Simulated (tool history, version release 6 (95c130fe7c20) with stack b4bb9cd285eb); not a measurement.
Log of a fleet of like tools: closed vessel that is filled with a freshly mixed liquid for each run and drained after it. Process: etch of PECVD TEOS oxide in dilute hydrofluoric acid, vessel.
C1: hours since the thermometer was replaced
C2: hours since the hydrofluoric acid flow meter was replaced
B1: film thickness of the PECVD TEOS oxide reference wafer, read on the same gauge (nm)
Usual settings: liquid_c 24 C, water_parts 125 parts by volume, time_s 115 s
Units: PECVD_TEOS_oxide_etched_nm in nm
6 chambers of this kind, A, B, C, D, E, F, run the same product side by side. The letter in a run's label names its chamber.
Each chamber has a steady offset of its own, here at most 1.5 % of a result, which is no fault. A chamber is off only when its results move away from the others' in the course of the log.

{"run": "1A", "hour": 6.9, "liquid_c": 24, "water_parts": 125, "time_s": 115, "C1": 791.7, "C2": 676.8, "B1": 139.98, "PECVD_TEOS_oxide_etched_nm": 15.694}
{"run": "2F", "hour": 13.6, "liquid_c": 24, "water_parts": 125, "time_s": 115, "C1": 780.8, "C2": 2176.1, "B1": 140.01, "PECVD_TEOS_oxide_etched_nm": 15.795}
{"run": "3B", "hour": 16.9, "liquid_c": 24, "water_parts": 125, "time_s": 115, "C1": 1595.6, "C2": 465, "B1": 140.02, "PECVD_TEOS_oxide_etched_nm": 15.488}
{"run": "4C", "hour": 23.9, "liquid_c": 24, "water_parts": 125, "time_s": 115, "C1": 46.8, "C2": 1003.3, "B1": 139.98, "PECVD_TEOS_oxide_etched_nm": 15.71}
{"run": "5E", "hour": 29.5, "liquid_c": 24, "water_parts": 125, "time_s": 115, "C1": 2231.2, "C2": 1232.6, "B1": 139.98, "PECVD_TEOS_oxide_etched_nm": 15.728}
{"run": "6D", "hour": 32.8, "liquid_c": 19, "water_parts": 95, "time_s": 115, "C1": 493.6, "C2": 933.7, "B1": 139.98, "PECVD_TEOS_oxide_etched_nm": 17.429}
{"run": "7D", "hour": 37.9, "liquid_c": 19, "water_parts": 95, "time_s": 115, "C1": 498.7, "C2": 938.8, "B1": 139.98, "PECVD_TEOS_oxide_etched_nm": 17.144}
{"run": "8E", "hour": 41.7, "liquid_c": 19, "water_parts": 95, "time_s": 115, "C1": 2243.4, "C2": 1244.8, "B1": 140, "PECVD_TEOS_oxide_etched_nm": 17.64}
{"run": "9F", "hour": 46.2, "liquid_c": 19, "water_parts": 95, "time_s": 115, "C1": 813.4, "C2": 2208.7, "B1": 140.01, "PECVD_TEOS_oxide_etched_nm": 17.421}
{"run": "10C", "hour": 49.4, "liquid_c": 19, "water_parts": 95, "time_s": 115, "C1": 72.3, "C2": 1028.8, "B1": 140.03, "PECVD_TEOS_oxide_etched_nm": 17.42}
{"run": "11A", "hour": 53.7, "liquid_c": 19, "water_parts": 95, "time_s": 115, "C1": 838.5, "C2": 723.6, "B1": 140.01, "PECVD_TEOS_oxide_etched_nm": 17.365}
{"run": "12B", "hour": 59.5, "liquid_c": 24, "water_parts": 125, "time_s": 115, "C1": 1638.2, "C2": 507.6, "B1": 139.96, "PECVD_TEOS_oxide_etched_nm": 15.481}
{"run": "13C", "hour": 63.5, "liquid_c": 26, "water_parts": 125, "time_s": 150, "C1": 86.4, "C2": 1042.9, "B1": 140.03, "PECVD_TEOS_oxide_etched_nm": 22.279}
{"run": "14B", "hour": 67.5, "liquid_c": 26, "water_parts": 125, "time_s": 150, "C1": 1646.2, "C2": 515.6, "B1": 139.98, "PECVD_TEOS_oxide_etched_nm": 21.979}
{"run": "15D", "hour": 71.4, "liquid_c": 26, "water_parts": 125, "time_s": 150, "C1": 532.2, "C2": 972.3, "B1": 140, "PECVD_TEOS_oxide_etched_nm": 21.998}
{"run": "16E", "hour": 76.5, "liquid_c": 26, "water_parts": 125, "time_s": 150, "C1": 2278.2, "C2": 1279.6, "B1": 139.97, "PECVD_TEOS_oxide_etched_nm": 21.787}
{"run": "17F", "hour": 82.0, "liquid_c": 26, "water_parts": 125, "time_s": 150, "C1": 849.2, "C2": 2244.5, "B1": 140, "PECVD_TEOS_oxide_etched_nm": 22.531}
{"run": "18A", "hour": 87.2, "liquid_c": 26, "water_parts": 125, "time_s": 150, "C1": 872, "C2": 757.1, "B1": 139.99, "PECVD_TEOS_oxide_etched_nm": 22.675}
{"hour": 91.8, "done": "chamber D: hydrofluoric acid flow meter replaced"}
{"run": "19E", "hour": 92.4, "liquid_c": 24, "water_parts": 125, "time_s": 115, "C1": 2294.1, "C2": 1295.5, "B1": 139.99, "PECVD_TEOS_oxide_etched_nm": 15.657}
{"run": "20C", "hour": 99.0, "liquid_c": 24, "water_parts": 125, "time_s": 115, "C1": 121.9, "C2": 1078.4, "B1": 139.99, "PECVD_TEOS_oxide_etched_nm": 15.921}
{"run": "21B", "hour": 104.1, "liquid_c": 24, "water_parts": 125, "time_s": 115, "C1": 1682.8, "C2": 552.2, "B1": 140, "PECVD_TEOS_oxide_etched_nm": 15.504}
{"run": "22A", "hour": 109.4, "liquid_c": 24, "water_parts": 125, "time_s": 115, "C1": 894.2, "C2": 779.3, "B1": 139.95, "PECVD_TEOS_oxide_etched_nm": 16.384}
{"run": "23F", "hour": 114.0, "liquid_c": 24, "water_parts": 125, "time_s": 115, "C1": 881.2, "C2": 2276.5, "B1": 139.95, "PECVD_TEOS_oxide_etched_nm": 15.824}
{"run": "24D", "hour": 120.6, "liquid_c": 24, "water_parts": 125, "time_s": 115, "C1": 581.4, "C2": 28.9, "B1": 140.02, "PECVD_TEOS_oxide_etched_nm": 15.532}
{"run": "25C", "hour": 126.2, "liquid_c": 24, "water_parts": 125, "time_s": 115, "C1": 149.1, "C2": 1105.6, "B1": 139.99, "PECVD_TEOS_oxide_etched_nm": 15.749}
{"run": "26B", "hour": 130.2, "liquid_c": 24, "water_parts": 125, "time_s": 115, "C1": 1708.9, "C2": 578.3, "B1": 140, "PECVD_TEOS_oxide_etched_nm": 15.494}
{"run": "27F", "hour": 134.9, "liquid_c": 24, "water_parts": 125, "time_s": 115, "C1": 902.1, "C2": 2297.4, "B1": 140.01, "PECVD_TEOS_oxide_etched_nm": 15.906}
{"run": "28A", "hour": 140.2, "liquid_c": 24, "water_parts": 125, "time_s": 115, "C1": 925, "C2": 810.1, "B1": 140.02, "PECVD_TEOS_oxide_etched_nm": 16.362}
{"run": "29E", "hour": 144.4, "liquid_c": 24, "water_parts": 125, "time_s": 115, "C1": 2346.1, "C2": 1347.5, "B1": 140, "PECVD_TEOS_oxide_etched_nm": 15.494}
{"run": "30D", "hour": 149.6, "liquid_c": 24, "water_parts": 125, "time_s": 115, "C1": 610.4, "C2": 57.9, "B1": 139.99, "PECVD_TEOS_oxide_etched_nm": 15.803}
{"run": "31D", "hour": 153.4, "liquid_c": 24, "water_parts": 125, "time_s": 115, "C1": 614.2, "C2": 61.7, "B1": 140.01, "PECVD_TEOS_oxide_etched_nm": 15.655}
{"run": "32B", "hour": 157.7, "liquid_c": 24, "water_parts": 125, "time_s": 115, "C1": 1736.4, "C2": 605.8, "B1": 140.02, "PECVD_TEOS_oxide_etched_nm": 15.385}
{"hour": 161.3, "done": "chamber E: thermometer replaced"}
{"run": "33C", "hour": 163.5, "liquid_c": 26.5, "water_parts": 125, "time_s": 80, "C1": 186.4, "C2": 1142.9, "B1": 140, "PECVD_TEOS_oxide_etched_nm": 11.898}
{"run": "34F", "hour": 169.8, "liquid_c": 26.5, "water_parts": 125, "time_s": 80, "C1": 937, "C2": 2332.3, "B1": 140.01, "PECVD_TEOS_oxide_etched_nm": 12.015}
{"run": "35E", "hour": 173.9, "liquid_c": 26.5, "water_parts": 125, "time_s": 80, "C1": 12.6, "C2": 1377, "B1": 139.99, "PECVD_TEOS_oxide_etched_nm": 11.826}
{"run": "36A", "hour": 178.2, "liquid_c": 26.5, "water_parts": 125, "time_s": 80, "C1": 963, "C2": 848.1, "B1": 140.02, "PECVD_TEOS_oxide_etched_nm": 12.834}
{"run": "37A", "hour": 184.0, "liquid_c": 26.5, "water_parts": 125, "time_s": 80, "C1": 968.8, "C2": 853.9, "B1": 139.99, "PECVD_TEOS_oxide_etched_nm": 12.792}
{"run": "38E", "hour": 190.5, "liquid_c": 26.5, "water_parts": 125, "time_s": 80, "C1": 29.2, "C2": 1393.6, "B1": 140.03, "PECVD_TEOS_oxide_etched_nm": 11.789}
{"hour": 191.1, "done": "chamber F: hydrofluoric acid flow meter replaced"}
{"run": "39F", "hour": 195.2, "liquid_c": 24, "water_parts": 125, "time_s": 115, "C1": 962.4, "C2": 4.1, "B1": 139.98, "PECVD_TEOS_oxide_etched_nm": 15.981}
{"run": "40B", "hour": 199.4, "liquid_c": 24, "water_parts": 125, "time_s": 115, "C1": 1778.1, "C2": 647.5, "B1": 140.02, "PECVD_TEOS_oxide_etched_nm": 15.535}
{"run": "41D", "hour": 204.1, "liquid_c": 22, "water_parts": 75, "time_s": 115, "C1": 664.9, "C2": 112.4, "B1": 140.01, "PECVD_TEOS_oxide_etched_nm": 25.642}

Next, every chamber runs the same settings. What will each give?
{"run": "42A", "hour": 209.2, "liquid_c": 24, "water_parts": 90, "time_s": 115, "PECVD_TEOS_oxide_etched_nm": "?"}
{"run": "42B", "hour": 209.2, "liquid_c": 24, "water_parts": 90, "time_s": 115, "PECVD_TEOS_oxide_etched_nm": "?"}
{"run": "42C", "hour": 209.2, "liquid_c": 24, "water_parts": 90, "time_s": 115, "PECVD_TEOS_oxide_etched_nm": "?"}
{"run": "42D", "hour": 209.2, "liquid_c": 24, "water_parts": 90, "time_s": 115, "PECVD_TEOS_oxide_etched_nm": "?"}
{"run": "42E", "hour": 209.2, "liquid_c": 24, "water_parts": 90, "time_s": 115, "PECVD_TEOS_oxide_etched_nm": "?"}
{"run": "42F", "hour": 209.2, "liquid_c": 24, "water_parts": 90, "time_s": 115, "PECVD_TEOS_oxide_etched_nm": "?"}

run=42A PECVD_TEOS_oxide_etched_nm=24.737
run=42B PECVD_TEOS_oxide_etched_nm=22.679
run=42C PECVD_TEOS_oxide_etched_nm=22.998
run=42D PECVD_TEOS_oxide_etched_nm=22.925
run=42E PECVD_TEOS_oxide_etched_nm=22.993
run=42F PECVD_TEOS_oxide_etched_nm=22.893
